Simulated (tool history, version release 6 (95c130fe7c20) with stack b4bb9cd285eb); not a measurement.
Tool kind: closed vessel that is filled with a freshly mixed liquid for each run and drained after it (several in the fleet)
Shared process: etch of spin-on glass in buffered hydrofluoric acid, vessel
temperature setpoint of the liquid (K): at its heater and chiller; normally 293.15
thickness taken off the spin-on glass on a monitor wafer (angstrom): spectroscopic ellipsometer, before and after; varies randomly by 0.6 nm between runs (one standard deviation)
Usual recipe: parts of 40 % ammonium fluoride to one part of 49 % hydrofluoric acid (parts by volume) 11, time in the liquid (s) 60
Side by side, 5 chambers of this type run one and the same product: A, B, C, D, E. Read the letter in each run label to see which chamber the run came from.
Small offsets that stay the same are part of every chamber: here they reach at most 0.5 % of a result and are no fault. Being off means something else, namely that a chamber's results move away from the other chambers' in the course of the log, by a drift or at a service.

run   hour  temperature setpoint of the liquid (K)  parts of 40 % ammonium fluoride to one part of 49 % hydrofluoric acid (parts by volume)  time in the liquid (s)  hours since the thermometer was replaced  hours since the hydrofluoric acid flow meter was replaced  read-back film thickness of the spin-on glass reference wafer, read on the same gauge (nm)  thickness taken off the spin-on glass on a monitor wafer (angstrom)
 1D    2.9                                  293.15                                                                                       11                      60                                    1179.7                                                      859.6                                                                                      129.99                                                                 1203
 2B    9.4                                  293.15                                                                                       11                      60                                      1696                                                      164.9                                                                                      130.04                                                               1204.8
 3C     13                                  293.15                                                                                       11                      60                                       428                                                      220.1                                                                                      129.98                                                               1201.2
 4E   16.6                                  293.15                                                                                       11                      60                                    1345.7                                                      187.5                                                                                      130.02                                                               1210.6
 5A   19.7                                  293.15                                                                                       11                      60                                     816.2                                                      344.6                                                                                      129.98                                                               1196.6
 6B   24.4                                  293.15                                                                                       11                      60                                      1711                                                      179.9                                                                                         130                                                               1215.9
 7C   30.2                                  293.15                                                                                       11                      60                                     445.2                                                      237.3                                                                                      129.96                                                               1201.4
 8E   36.5                                  293.15                                                                                       11                      60                                    1365.6                                                      207.4                                                                                      129.98                                                               1194.7
 9D   41.7                                  293.15                                                                                       11                      60                                    1218.5                                                      898.4                                                                                      130.01                                                               1204.7
10A   44.7                                  293.15                                                                                       11                      60                                     841.2                                                      369.6                                                                                      129.97                                                               1198.2
11D   48.1                                  293.15                                                                                       11                      60                                    1224.9                                                      904.8                                                                                      129.98                                                               1202.8
12C   54.5                                  293.15                                                                                       11                      60                                     469.5                                                      261.6                                                                                      130.01                                                                 1203
13E   60.5                                  293.15                                                                                       11                      60                                    1389.6                                                      231.4                                                                                         130                                                                 1210
14A     65                                  293.15                                                                                       11                      60                                     861.5                                                      389.9                                                                                      130.03                                                               1191.7
15B   68.5                                  293.15                                                                                       11                      60                                    1755.1                                                        224                                                                                         130                                                               1204.3
16B   74.6                                  293.15                                                                                       11                      60                                    1761.2                                                      230.1                                                                                      130.05                                                               1208.9
17D   80.7                                  293.15                                                                                       11                      60                                    1257.5                                                      937.4                                                                                      129.97                                                               1212.3
18C   85.6                                  293.15                                                                                       11                      60                                     500.6                                                      292.7                                                                                      130.03                                                               1198.8
19E   88.9                                  293.15                                                                                       11                      60                                      1418                                                      259.8                                                                                      130.01                                                               1207.1
20A   95.3                                  293.15                                                                                       11                      60                                     891.8                                                      420.2                                                                                      130.05                                                               1173.5
21D   99.4                                  293.15                                                                                       11                      60                                    1276.2                                                      956.1                                                                                      129.99                                                               1202.6
22E  104.7                                  293.15                                                                                       11                      60                                    1433.8                                                      275.6                                                                                      130.01                                                               1209.7
23A  107.8                                  293.15                                                                                       11                      60                                     904.3                                                      432.7                                                                                      130.02                                                               1179.4
24B  114.1                                  293.15                                                                                       11                      60                                    1800.7                                                      269.6                                                                                      130.03                                                               1223.2
25C  118.8                                  293.15                                                                                       11                      70                                     533.8                                                      325.9                                                                                      129.99                                                               1402.4
26B  122.1                                  293.15                                                                                       11                      70                                    1808.7                                                      277.6                                                                                      129.99                                                               1415.6
27D  128.2                                  293.15                                                                                       11                      70                                      1305                                                      984.9                                                                                         130                                                               1408.3
28E  133.8                                  293.15                                                                                       11                      70                                    1462.9                                                      304.7                                                                                      129.95                                                                 1402
29A  138.3                                  293.15                                                                                       11                      70                                     934.8                                                      463.2                                                                                      130.01                                                               1362.3
30C    144                                  293.15                                                                                       11                      60                                       559                                                      351.1                                                                                      130.02                                                               1205.9
31B    147                                  293.15                                                                                       11                      60                                    1833.6                                                      302.5                                                                                      130.01                                                               1200.4
32D  150.2                                  293.15                                                                                       11                      60                                      1327                                                     1006.9                                                                                      129.97                                                               1199.9
33E  153.7                                  293.15                                                                                       11                      60                                    1482.8                                                      324.6                                                                                      130.05                                                                 1197
34C    158                                  293.15                                                                                       11                      60                                       573                                                      365.1                                                                                      130.01                                                               1198.1
35A  164.2                                  293.15                                                                                       11                      60                                     960.7                                                      489.1                                                                                      130.02                                                               1161.7
36C  168.8                                  293.15                                                                                       11                      60                                     583.8                                                      375.9                                                                                      130.02                                                               1210.7
37D  173.2                                  293.15                                                                                       11                      60                                      1350                                                     1029.9                                                                                      129.98                                                               1205.1
38E  176.1                                  293.15                                                                                       11                      60                                    1505.2                                                        347                                                                                      129.98                                                               1205.3

All chambers now run identical settings, listed one chamber a line with results as question marks. What results will each chamber show?
39A  180.9                                  293.15                                                                                        8                      60                                                                                                                                                                                                                                                                     ?
39B  180.9                                  293.15                                                                                        8                      60                                                                                                                                                                                                                                                                     ?
39C  180.9                                  293.15                                                                                        8                      60                                                                                                                                                                                                                                                                     ?
39D  180.9                                  293.15                                                                                        8                      60                                                                                                                                                                                                                                                                     ?
39E  180.9                                  293.15                                                                                        8                      60                                                                                                                                                                                                                                                                     ?

run  thickness taken off the spin-on glass on a monitor wafer (angstrom)
39A                                                               1528.3
39B                                                               1591.6
39C                                                               1623.9
39D                                                               1599.2
39E                                                               1610.6

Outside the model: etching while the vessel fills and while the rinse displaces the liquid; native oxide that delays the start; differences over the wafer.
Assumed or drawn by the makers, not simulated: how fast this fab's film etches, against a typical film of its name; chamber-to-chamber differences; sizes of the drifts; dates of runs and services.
